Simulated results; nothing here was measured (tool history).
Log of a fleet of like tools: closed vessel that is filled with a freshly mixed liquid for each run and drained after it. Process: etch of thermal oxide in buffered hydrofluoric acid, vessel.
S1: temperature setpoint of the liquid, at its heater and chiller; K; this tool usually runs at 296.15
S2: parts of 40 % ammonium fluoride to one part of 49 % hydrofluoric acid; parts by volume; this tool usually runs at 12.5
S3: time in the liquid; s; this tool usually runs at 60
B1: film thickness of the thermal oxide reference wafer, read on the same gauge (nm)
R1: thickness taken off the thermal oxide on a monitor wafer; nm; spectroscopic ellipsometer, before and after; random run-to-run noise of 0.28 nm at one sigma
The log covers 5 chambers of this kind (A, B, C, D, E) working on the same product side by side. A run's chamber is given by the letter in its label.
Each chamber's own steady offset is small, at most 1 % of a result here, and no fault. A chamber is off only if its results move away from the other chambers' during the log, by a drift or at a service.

{"run": "1C", "hour": 6.6, "S1": 296.15, "S2": 12.5, "S3": 60, "B1": 69.998, "R1": 54.399}
{"run": "2B", "hour": 14.7, "S1": 296.15, "S2": 12.5, "S3": 60, "B1": 69.986, "R1": 53.409}
{"run": "3A", "hour": 19.0, "S1": 296.15, "S2": 12.5, "S3": 60, "B1": 69.987, "R1": 54.675}
{"run": "4E", "hour": 23.7, "S1": 296.15, "S2": 12.5, "S3": 60, "B1": 69.988, "R1": 53.616}
{"run": "5D", "hour": 30.5, "S1": 296.15, "S2": 12.5, "S3": 60, "B1": 70.021, "R1": 53.825}
{"run": "6A", "hour": 36.8, "S1": 296.15, "S2": 12.5, "S3": 60, "B1": 70.003, "R1": 54.209}
{"hour": 38.0, "done": "chamber A: hydrofluoric acid flow meter replaced"}
{"run": "7B", "hour": 44.1, "S1": 296.15, "S2": 12.5, "S3": 50, "B1": 70.014, "R1": 44.562}
{"run": "8E", "hour": 52.2, "S1": 296.15, "S2": 12.5, "S3": 50, "B1": 70.002, "R1": 44.768}
{"run": "9D", "hour": 56.7, "S1": 296.15, "S2": 12.5, "S3": 50, "B1": 69.991, "R1": 45.156}
{"run": "10C", "hour": 61.6, "S1": 296.15, "S2": 12.5, "S3": 50, "B1": 69.986, "R1": 45.137}
{"run": "11E", "hour": 70.2, "S1": 296.15, "S2": 12.5, "S3": 50, "B1": 69.997, "R1": 44.533}
{"run": "12A", "hour": 76.7, "S1": 293.15, "S2": 12.5, "S3": 60, "B1": 70.016, "R1": 45.588}
{"run": "13C", "hour": 83.5, "S1": 293.15, "S2": 12.5, "S3": 60, "B1": 69.997, "R1": 45.682}
{"run": "14D", "hour": 88.9, "S1": 293.15, "S2": 12.5, "S3": 60, "B1": 70.011, "R1": 45.722}
{"run": "15B", "hour": 94.0, "S1": 293.15, "S2": 12.5, "S3": 60, "B1": 70.0, "R1": 45.762}
{"run": "16D", "hour": 100.1, "S1": 293.15, "S2": 12.5, "S3": 60, "B1": 70.021, "R1": 45.764}
{"run": "17A", "hour": 109.1, "S1": 296.15, "S2": 12.5, "S3": 60, "B1": 69.998, "R1": 54.116}
{"run": "18B", "hour": 114.5, "S1": 296.15, "S2": 12.5, "S3": 60, "B1": 69.996, "R1": 53.613}
{"run": "19C", "hour": 122.9, "S1": 296.15, "S2": 12.5, "S3": 60, "B1": 70.013, "R1": 54.078}
{"run": "20E", "hour": 132.5, "S1": 296.15, "S2": 12.5, "S3": 60, "B1": 69.998, "R1": 51.949}
{"hour": 132.6, "done": "chamber B: hydrofluoric acid flow meter replaced"}
{"run": "21C", "hour": 138.2, "S1": 296.15, "S2": 12.5, "S3": 60, "B1": 69.993, "R1": 53.792}
{"run": "22D", "hour": 146.0, "S1": 298.65, "S2": 12.5, "S3": 75, "B1": 70.008, "R1": 77.162}
{"run": "23B", "hour": 152.2, "S1": 298.65, "S2": 12.5, "S3": 75, "B1": 69.999, "R1": 76.325}
{"run": "24E", "hour": 159.1, "S1": 298.65, "S2": 12.5, "S3": 75, "B1": 69.997, "R1": 74.14}
{"run": "25A", "hour": 165.6, "S1": 298.65, "S2": 12.5, "S3": 75, "B1": 70.014, "R1": 77.75}
{"run": "26A", "hour": 175.2, "S1": 298.65, "S2": 12.5, "S3": 75, "B1": 70.0, "R1": 77.218}
{"run": "27D", "hour": 180.6, "S1": 296.15, "S2": 12.5, "S3": 60, "B1": 70.012, "R1": 54.276}
{"run": "28B", "hour": 186.3, "S1": 296.15, "S2": 12.5, "S3": 60, "B1": 70.009, "R1": 54.242}
{"run": "29C", "hour": 193.2, "S1": 296.15, "S2": 12.5, "S3": 60, "B1": 70.011, "R1": 54.325}
{"run": "30E", "hour": 200.0, "S1": 296.15, "S2": 12.5, "S3": 60, "B1": 69.997, "R1": 51.712}
{"run": "31E", "hour": 205.3, "S1": 296.15, "S2": 12.5, "S3": 60, "B1": 69.995, "R1": 51.441}
{"run": "32D", "hour": 214.4, "S1": 294.15, "S2": 12.5, "S3": 60, "B1": 69.982, "R1": 47.834}
{"run": "33A", "hour": 218.7, "S1": 294.15, "S2": 12.5, "S3": 60, "B1": 69.996, "R1": 48.023}
{"run": "34C", "hour": 223.1, "S1": 294.15, "S2": 12.5, "S3": 60, "B1": 69.975, "R1": 48.717}
{"run": "35B", "hour": 231.5, "S1": 294.15, "S2": 12.5, "S3": 60, "B1": 69.988, "R1": 47.707}
{"run": "36B", "hour": 239.0, "S1": 294.15, "S2": 12.5, "S3": 60, "B1": 70.011, "R1": 48.21}
{"run": "37D", "hour": 245.2, "S1": 296.15, "S2": 12.5, "S3": 60, "B1": 70.004, "R1": 53.604}
{"run": "38A", "hour": 254.5, "S1": 296.15, "S2": 12.5, "S3": 60, "B1": 69.997, "R1": 53.732}
{"run": "39E", "hour": 261.3, "S1": 296.15, "S2": 12.5, "S3": 60, "B1": 69.981, "R1": 50.413}
{"run": "40C", "hour": 267.6, "S1": 296.15, "S2": 14.0, "S3": 40, "B1": 69.994, "R1": 32.324}
{"run": "41C", "hour": 272.0, "S1": 296.15, "S2": 14.0, "S3": 40, "B1": 69.991, "R1": 32.034}
{"run": "42B", "hour": 280.3, "S1": 296.15, "S2": 14.0, "S3": 40, "B1": 70.008, "R1": 31.701}

Does one chamber stand apart from the rest, does the shared gauge drift, or is all well apart from small per-chamber offsets? Give the chamber and the most likely cause, where there is one.

One chamber, E, drifts off from the rest bit by bit.
What lies behind it: liquid colder than its thermometer reads (K) = 1.27.
The log may not tell that from: hydrofluoric acid flow below the setpoint (%).

Here are 4 candidates for chamber E's next run, each the usual settings with a change, their results left as question marks. Which one brings its results back in line with what the others give on the usual settings?
Allowed miss from the other chambers' usual-settings mean, per result, to count as in line: R1 0.970 nm
{"run": "43E-1", "hour": 287.1, "S1": 295.15, "S2": 13.5, "S3": 60, "R1": "?"}
{"run": "43E-2", "hour": 287.1, "S1": 296.15, "S2": 13.5, "S3": 60, "R1": "?"}
{"run": "43E-3", "hour": 287.1, "S1": 296.15, "S2": 12.5, "S3": 65, "R1": "?"}
{"run": "43E-4", "hour": 287.1, "S1": 298.65, "S2": 12.5, "S3": 60, "R1": "?"}

Average result of the remaining chambers running the usual settings: R1 53.908 nm
run=43E-1 R1=43.871
run=43E-2 R1=46.379
run=43E-3 R1=54.172
run=43E-4 R1=57.335
43E-3 is the one that brings the chamber's results back in line with the other chambers.
